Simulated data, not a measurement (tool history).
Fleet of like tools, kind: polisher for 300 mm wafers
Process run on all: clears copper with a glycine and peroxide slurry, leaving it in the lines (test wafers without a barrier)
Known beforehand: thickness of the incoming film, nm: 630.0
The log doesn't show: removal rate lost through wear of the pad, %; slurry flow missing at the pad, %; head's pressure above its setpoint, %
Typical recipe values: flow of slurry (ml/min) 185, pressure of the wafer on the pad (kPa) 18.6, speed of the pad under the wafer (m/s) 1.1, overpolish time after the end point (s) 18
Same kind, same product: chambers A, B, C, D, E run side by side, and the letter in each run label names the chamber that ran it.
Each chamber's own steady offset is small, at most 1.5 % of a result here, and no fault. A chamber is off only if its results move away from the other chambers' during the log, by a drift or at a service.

run,hour,flow of slurry (ml/min),pressure of the wafer on the pad (kPa),speed of the pad under the wafer (m/s),overpolish time after the end point (s),wafers polished on this pad,hours since the slurry nozzle was cleaned,hours since the head pressure was calibrated,time until the end point was called (s),dishing of a wide line in a test structure (angstrom)
1C,13.1,185,18.6,1.1,18,387,210.9,628.7,108.22,679.41
2D,22.4,185,18.6,1.1,18,259,170.1,1176.7,104.68,683.46
3B,34.2,185,18.6,1.1,18,786,110.4,948.3,106.22,692.97
4A,46.6,185,18.6,1.1,18,480,353,294.8,106.54,687.2
5E,55.8,185,18.6,1.1,18,1254,109.6,469.8,106.45,664.01
# hour 63.7: chamber C: worn pad replaced by a new one
# hour 65: chamber D: worn pad replaced by a new one
6D,68,185,18.6,1.1,18,16,215.7,1222.3,106.85,678.59
7C,75.2,185,18.6,1.1,18,61,273,690.8,107.92,685.59
# hour 80.6: chamber A: worn pad replaced by a new one
8B,88,185,18.6,1.1,18,1075,164.2,1002.1,107.02,669.71
9A,97.3,185,18.6,1.1,18,89,403.7,345.5,108.35,702.82
# hour 102.4: chamber E: worn pad replaced by a new one
10E,103.8,185,18.6,1.1,18,7,157.6,517.8,108.67,705.8
11C,115.7,185,18.6,1.1,18,279,313.5,731.3,107.35,679
# hour 118: chamber A: head pressure recalibrated
12E,124.7,185,18.6,1.1,18,120,178.5,538.7,109.23,690.81
13D,133.4,185,18.6,1.1,18,366,281.1,1287.7,106.82,677.14
14B,145.9,185,18.6,1.1,18,1385,222.1,1060,106.3,697.72
# hour 151.6: chamber D: worn pad replaced by a new one
15A,153.9,185,18.6,1.1,18,392,460.3,35.9,101.09,708.95
16B,161.8,185,13.8,1.1,9,1471,238,1075.9,134.87,299.94
# hour 167.3: chamber B: worn pad replaced by a new one
# hour 171.3: chamber C: worn pad replaced by a new one
17A,175.3,185,13.8,1.1,9,507,481.7,57.3,129.17,319.54
# hour 186.4: chamber A: worn pad replaced by a new one
18D,188.6,185,13.8,1.1,9,198,336.3,1342.9,137.87,302.55
19C,202.2,185,13.8,1.1,9,165,400,817.8,137.22,299.16
20E,215.7,185,13.8,1.1,9,607,269.5,629.7,138.68,302.56
# hour 222: chamber D: head pressure recalibrated
21C,229.3,185,18.6,1.1,18,310,427.1,844.9,109.96,683.2
# hour 234.6: chamber E: slurry nozzle cleaned
22A,237.7,185,18.6,1.1,18,275,544.1,119.7,103.1,724.52
# hour 239.5: chamber D: worn pad replaced by a new one
23D,248,185,18.6,1.1,18,45,395.7,26.1,105.76,673.73
24E,257,185,18.6,1.1,28,829,22.5,671,108.31,958.53
25B,265,185,18.6,1.1,28,524,341.2,1179.1,108.84,958.63
26C,274.5,185,18.6,1.1,28,553,472.3,890.1,109.89,933.84
27D,284.4,185,18.6,1.1,28,240,432.1,62.5,109.2,979.61
# hour 290.5: chamber C: worn pad replaced by a new one
28B,295.8,185,18.6,1.1,28,689,372,1209.9,108.24,951.3
# hour 302: chamber A: worn pad replaced by a new one
29E,306.9,185,18.6,1.1,18,1096,72.4,720.9,108.65,697.44
30A,313.2,185,18.6,1.1,18,60,619.6,195.2,101.77,718.36
31B,324.7,185,18.6,1.1,18,844,400.9,1238.8,107.09,714.06
32C,332.6,185,18.6,1.26,18,226,530.4,948.2,97.112,730.17

Is one chamber off against the others, does the gauge drift, or is nothing wrong? If a chamber is off, say which, and what the likeliest cause is.

The work done on chamber A during a service left it standing apart from the others.
What lies behind it: head's pressure above its setpoint, % = 6.47.

Below are 4 candidate recipes for chamber A's next run, each the usual settings with a change, their results shown as question marks. Which of them brings A's results back in line with what the other chambers give on the usual settings?
In line here means within this much of the mean the other chambers give on the usual settings: time until the end point was called (s) 3.1; dishing of a wide line in a test structure (angstrom) 36
33A-1,342.9,185,20,1.16,18,,,,?,?
33A-2,342.9,185,19.3,1.14,18,,,,?,?
33A-3,342.9,185,17.9,1.06,18,,,,?,?
33A-4,342.9,185,17.2,1.04,18,,,,?,?

The mean the other chambers reach with the usual settings: time until the end point was called (s) 107.83; dishing of a wide line in a test structure (angstrom) 687.55
run,time until the end point was called (s),dishing of a wide line in a test structure (angstrom)
33A-1,91.356,787.46
33A-2,95.557,758.83
33A-3,108.16,685.74
33A-4,113.52,658.26
The answer is 33A-3, which returns the chamber to within the allowed miss of the others.
